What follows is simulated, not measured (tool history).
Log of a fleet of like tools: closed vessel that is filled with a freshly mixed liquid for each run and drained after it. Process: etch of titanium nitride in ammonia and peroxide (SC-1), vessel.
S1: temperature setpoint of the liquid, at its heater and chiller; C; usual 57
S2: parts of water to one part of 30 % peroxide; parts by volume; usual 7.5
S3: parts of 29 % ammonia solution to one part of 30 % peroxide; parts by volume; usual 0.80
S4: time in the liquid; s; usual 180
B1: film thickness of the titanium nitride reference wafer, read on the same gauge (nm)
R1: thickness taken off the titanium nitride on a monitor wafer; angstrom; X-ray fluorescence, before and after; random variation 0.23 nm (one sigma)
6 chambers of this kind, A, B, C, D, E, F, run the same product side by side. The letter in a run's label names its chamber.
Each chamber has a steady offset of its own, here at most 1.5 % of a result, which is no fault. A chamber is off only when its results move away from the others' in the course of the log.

run	hour	S1	S2	S3	S4	B1	R1
1D	8.9	57	7.5	0.80	180	90.009	350.12
# hour 11.0: chamber B: new drum of ammonia solution connected
2B	21.0	57	7.5	0.80	180	89.988	343.63
# hour 27.3: chamber F: new drum of ammonia solution connected
# hour 33.9: chamber E: new drum of ammonia solution connected
3C	34.1	57	7.5	0.80	180	89.996	341.52
4A	44.9	57	7.5	0.80	180	89.959	343.67
5F	59.5	57	7.5	0.80	180	90.040	349.68
6E	69.6	57	7.5	0.80	180	89.990	344.20
7F	77.5	57	7.5	0.80	180	90.032	348.40
8B	91.1	57	7.5	0.80	180	90.015	337.22
# hour 92.9: chamber C: ammonia flow meter replaced
9A	105.4	65	7.5	0.80	135	90.003	437.60
10D	118.0	65	7.5	0.80	135	89.954	440.05
11E	130.7	65	7.5	0.80	135	89.988	437.95
12C	139.4	65	7.5	0.80	135	89.971	437.16
13D	148.3	65	7.5	0.80	135	90.007	433.26
14E	156.9	65	7.5	0.80	135	90.001	436.18
15F	163.6	57	7.5	0.80	180	89.983	349.89
16C	175.6	57	7.5	0.80	180	89.992	344.42
# hour 186.4: chamber C: new drum of ammonia solution connected
17B	187.2	57	7.5	0.80	180	90.007	341.94
18A	200.6	57	10.5	0.45	180	90.002	263.27
19F	214.1	57	10.5	0.45	180	90.024	268.70
20E	228.9	57	10.5	0.45	180	90.000	257.65
21B	243.0	57	10.5	0.45	180	90.005	261.14
22D	256.1	57	10.5	0.45	180	90.044	265.78
23C	267.0	57	10.5	0.45	180	90.040	263.61
24A	274.1	57	7.5	0.80	180	90.053	344.62
25B	287.2	57	7.5	0.80	180	89.993	342.78
# hour 290.5: chamber D: thermometer replaced
26C	296.9	57	7.5	1.10	180	90.032	363.02
27D	308.8	57	7.5	1.10	180	90.051	364.96
28E	316.9	57	7.5	1.10	180	89.963	341.73
29F	329.6	57	7.5	1.10	180	90.047	361.94
30A	339.5	57	7.5	1.10	180	89.982	357.48
31E	346.6	57	7.5	1.10	180	89.991	338.05
32C	354.5	57	7.5	0.80	180	90.012	344.97
# hour 355.3: chamber B: thermometer replaced
# hour 359.8: chamber A: new drum of ammonia solution connected
33F	365.4	57	7.5	0.80	180	90.023	344.94
34D	374.7	57	7.5	0.80	180	89.989	351.13
35B	387.8	57	7.5	0.80	180	90.036	338.59
36A	394.4	57	7.5	0.95	180	90.007	348.05
37E	407.6	57	7.5	0.95	180	89.988	325.96
38D	416.6	57	7.5	0.95	180	89.974	357.11

Is one chamber off against the others, does the gauge drift, or is nothing wrong? If a chamber is off, say which, and what the likeliest cause is.

Chamber E drifts away from the others.
Cause: liquid colder than its thermometer reads (K) = 1.21.

Here are 4 candidates for chamber E's next run, each the usual settings with a change, their results left as question marks. Which one brings its results back in line with what the others give on the usual settings?
In line means no further than this from the other chambers' mean on the usual settings: R1 7.90 angstrom
39E-1	427.3	57	7.5	0.80	165		?
39E-2	427.3	57	7.0	0.80	200		?
39E-3	427.3	57	9.5	0.75	180		?
39E-4	427.3	57	7.5	0.80	195		?

The other chambers' mean on the usual settings: R1 344.75 angstrom
run	R1
39E-1	290.84
39E-2	364.42
39E-3	279.34
39E-4	343.72
39E-4 brings the chamber back in line.

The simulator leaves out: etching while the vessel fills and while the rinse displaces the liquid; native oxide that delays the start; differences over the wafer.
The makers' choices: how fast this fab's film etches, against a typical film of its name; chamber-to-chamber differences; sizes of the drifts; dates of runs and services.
